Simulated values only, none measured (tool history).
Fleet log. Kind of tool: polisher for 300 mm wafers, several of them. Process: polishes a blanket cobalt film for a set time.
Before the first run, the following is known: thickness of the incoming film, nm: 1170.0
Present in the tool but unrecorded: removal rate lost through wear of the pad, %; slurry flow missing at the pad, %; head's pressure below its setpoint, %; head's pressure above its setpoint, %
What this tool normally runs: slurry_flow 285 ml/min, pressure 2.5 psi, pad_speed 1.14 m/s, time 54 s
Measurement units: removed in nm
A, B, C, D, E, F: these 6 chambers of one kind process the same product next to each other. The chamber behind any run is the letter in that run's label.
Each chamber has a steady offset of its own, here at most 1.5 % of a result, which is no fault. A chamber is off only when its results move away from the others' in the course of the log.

run   hour  slurry_flow  pressure  pad_speed  time  wafers polished on this pad  hours since the slurry nozzle was cleaned  hours since the head pressure was calibrated  removed
       0.3  -- chamber C: worn pad replaced by a new one
 1F    3.1          285       2.5       1.14    54                         1008                                      580.7                                         258.2   419.73
 2E    6.0          285       2.5       1.14    54                           66                                      434.2                                         336.3   414.56
 3A    8.2          285       2.5       1.14    54                          472                                      100.1                                         162.6   416.22
       8.7  -- chamber C: slurry nozzle cleaned
 4B   11.2          285       2.5       1.14    54                          541                                      273.5                                         251.9   426.61
 5C   14.4          285       2.5       1.14    54                          156                                        5.8                                        1211.5   418.66
      16.5  -- chamber F: worn pad replaced by a new one
 6D   17.7          285       2.5       1.14    54                          666                                      155.4                                          75.0   426.87
      18.0  -- chamber A: worn pad replaced by a new one
 7A   21.7          285       2.5       1.14    54                           41                                      113.6                                         176.1   415.87
 8F   25.1          285       2.5       1.14    54                           95                                      602.7                                         280.2   419.69
 9B   27.4          285       2.5       1.14    54                          721                                      289.7                                         268.1   421.98
10E   29.8          285       2.5       1.14    54                          331                                      458.0                                         360.1   415.76
11D   34.2          285       2.5       1.14    54                          850                                      171.9                                          91.5   418.24
12C   37.3          285       2.5       1.14    54                          411                                       28.7                                        1234.4   419.06
13D   40.6          285       2.5       1.14    54                          921                                      178.3                                          97.9   424.10
14E   43.1          285       2.5       1.34    54                          479                                      471.3                                         373.4   492.87
15C   46.0          285       2.5       1.34    54                          508                                       37.4                                        1243.1   492.37
16B   48.5          285       2.5       1.34    54                          956                                      310.8                                         289.2   498.71
17F   50.5          285       2.5       1.34    54                          378                                      628.1                                         305.6   489.40
      52.1  -- chamber B: worn pad replaced by a new one
      52.2  -- chamber C: worn pad replaced by a new one
18A   54.0          285       2.5       1.34    54                          400                                      145.9                                         208.4   486.85
19A   56.6          285       2.5       1.34    54                          429                                      148.5                                         211.0   486.56
20E   60.1          285       2.5       1.14    54                          667                                      488.3                                         390.4   418.80
21C   64.0          285       2.5       1.14    54                          131                                       55.4                                        1261.1   418.25
22F   66.6          285       2.5       1.14    54                          556                                      644.2                                         321.7   422.29
      68.5  -- chamber D: worn pad replaced by a new one
23B   69.4          285       2.5       1.14    54                          193                                      331.7                                         310.1   425.45
24D   71.3          285       2.5       1.14    54                           32                                      209.0                                         128.6   419.61
25F   74.3          285       2.5       1.14    54                          642                                      651.9                                         329.4   416.86
      78.2  -- chamber A: worn pad replaced by a new one
26C   78.4          285       2.5       1.14    54                          291                                       69.8                                        1275.5   421.12
27E   80.6          285       2.5       1.14    54                          895                                      508.8                                         410.9   415.84
28D   82.7          285       2.5       1.14    54                          158                                      220.4                                         140.0   424.24
29B   85.1          350       2.0       1.14    54                          367                                      347.4                                         325.8   345.79
30A   88.8          350       2.0       1.14    54                          118                                      180.7                                         243.2   338.07
      91.2  -- chamber C: worn pad replaced by a new one
31C   92.6          350       2.0       1.14    54                           15                                       84.0                                        1289.7   338.13
32E   95.5          350       2.0       1.14    54                         1061                                      523.7                                         425.8   335.27
33F   99.3          350       2.0       1.14    54                          920                                      676.9                                         354.4   346.86
34B  103.3          350       2.0       1.14    54                          569                                      365.6                                         344.0   352.12
35A  106.8          285       2.5       1.14    54                          318                                      198.7                                         261.2   412.40
36D  110.1          285       2.8       1.14    54                          463                                      247.8                                         167.4   472.52
     113.5  -- chamber C: head pressure recalibrated
37F  114.1          285       2.8       1.14    54                         1084                                      691.7                                         369.2   469.35
38C  117.8          285       2.8       1.14    54                          295                                      109.2                                           4.4   467.44
     118.9  -- chamber E: worn pad replaced by a new one
39D  120.7          285       2.8       1.14    54                          580                                      258.4                                         178.0   473.18
40E  123.6          285       2.8       1.14    54                           53                                      551.8                                         453.9   467.43
41A  125.8          285       2.8       1.14    54                          529                                      217.7                                         280.2   466.97

For the next run the whole fleet of 6 chambers uses the same settings. Give each chamber's results:
42A  128.9          285       2.5       1.30    54                                                                                                                              ?
42B  128.9          285       2.5       1.30    54                                                                                                                              ?
42C  128.9          285       2.5       1.30    54                                                                                                                              ?
42D  128.9          285       2.5       1.30    54                                                                                                                              ?
42E  128.9          285       2.5       1.30    54                                                                                                                              ?
42F  128.9          285       2.5       1.30    54                                                                                                                              ?

run  removed
42A   476.97
42B   486.36
42C   472.45
42D   479.52
42E   474.82
42F   472.59
